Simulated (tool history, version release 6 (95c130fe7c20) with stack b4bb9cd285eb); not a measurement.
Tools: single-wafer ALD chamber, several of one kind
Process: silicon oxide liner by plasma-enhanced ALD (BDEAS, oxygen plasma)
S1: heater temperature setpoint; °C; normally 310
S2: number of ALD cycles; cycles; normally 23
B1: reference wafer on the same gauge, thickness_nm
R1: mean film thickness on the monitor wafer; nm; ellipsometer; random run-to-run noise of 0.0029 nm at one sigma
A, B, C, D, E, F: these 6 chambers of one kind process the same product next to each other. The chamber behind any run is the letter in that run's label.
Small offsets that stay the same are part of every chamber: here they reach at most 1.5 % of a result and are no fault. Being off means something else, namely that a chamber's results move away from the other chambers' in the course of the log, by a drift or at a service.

run	hour	S1	S2	B1	R1
1F	11.5	310	23	2.3799	2.0861
# hour 13.4: chamber C: thermocouple changed; heater temperature recalibrated
2E	18.2	310	23	2.3806	2.1277
3C	28.9	310	23	2.3808	2.1137
4A	36.6	310	23	2.3811	2.1176
5B	47.0	310	23	2.3819	2.1150
6D	59.6	310	23	2.3824	2.1237
7F	74.5	310	23	2.3821	2.0875
8B	87.0	310	23	2.3820	2.1187
9C	95.9	297	20	2.3837	1.8835
10A	111.2	297	20	2.3834	1.8908
11D	122.1	297	20	2.3835	1.8882
12E	129.6	297	20	2.3836	1.8989
13D	141.9	297	20	2.3846	1.8913
14C	157.2	297	20	2.3852	1.8816
15B	169.0	310	23	2.3856	2.1147
16A	182.2	310	23	2.3853	2.1225
17F	195.3	310	23	2.3865	2.0904
18E	203.9	296	20	2.3869	1.9098
19C	216.5	296	20	2.3865	1.8883
20F	229.0	296	20	2.3861	1.8666
21E	238.7	296	20	2.3871	1.9133
# hour 244.9: chamber D: thermocouple changed; heater temperature recalibrated
22A	251.5	296	20	2.3885	1.8978
23D	258.3	296	20	2.3884	1.9015
24B	266.6	310	23	2.3888	2.1192
25B	278.1	310	23	2.3884	2.1169
26E	289.2	310	23	2.3888	2.1370
27F	303.2	310	23	2.3894	2.0984
28D	317.9	310	23	2.3897	2.1265
29A	331.8	310	23	2.3903	2.1281
30C	344.2	310	23	2.3911	2.1235
31E	353.7	310	23	2.3906	2.1332
32A	369.2	310	23	2.3909	2.1356
33B	379.3	310	23	2.3918	2.1262
34C	391.7	310	23	2.3924	2.1267
35F	405.8	310	23	2.3924	2.0921
36D	416.7	310	23	2.3928	2.1324

Has any chamber moved away from the others, gradually or after a service, or does the common gauge drift, or do the chambers differ only by their own small steady offsets? State the chamber and the most likely cause if one applies.

None of the chambers is off. What moves is the gauge, dragging all their readings along together.
Cause: gauge reads high (%) = 0.566.
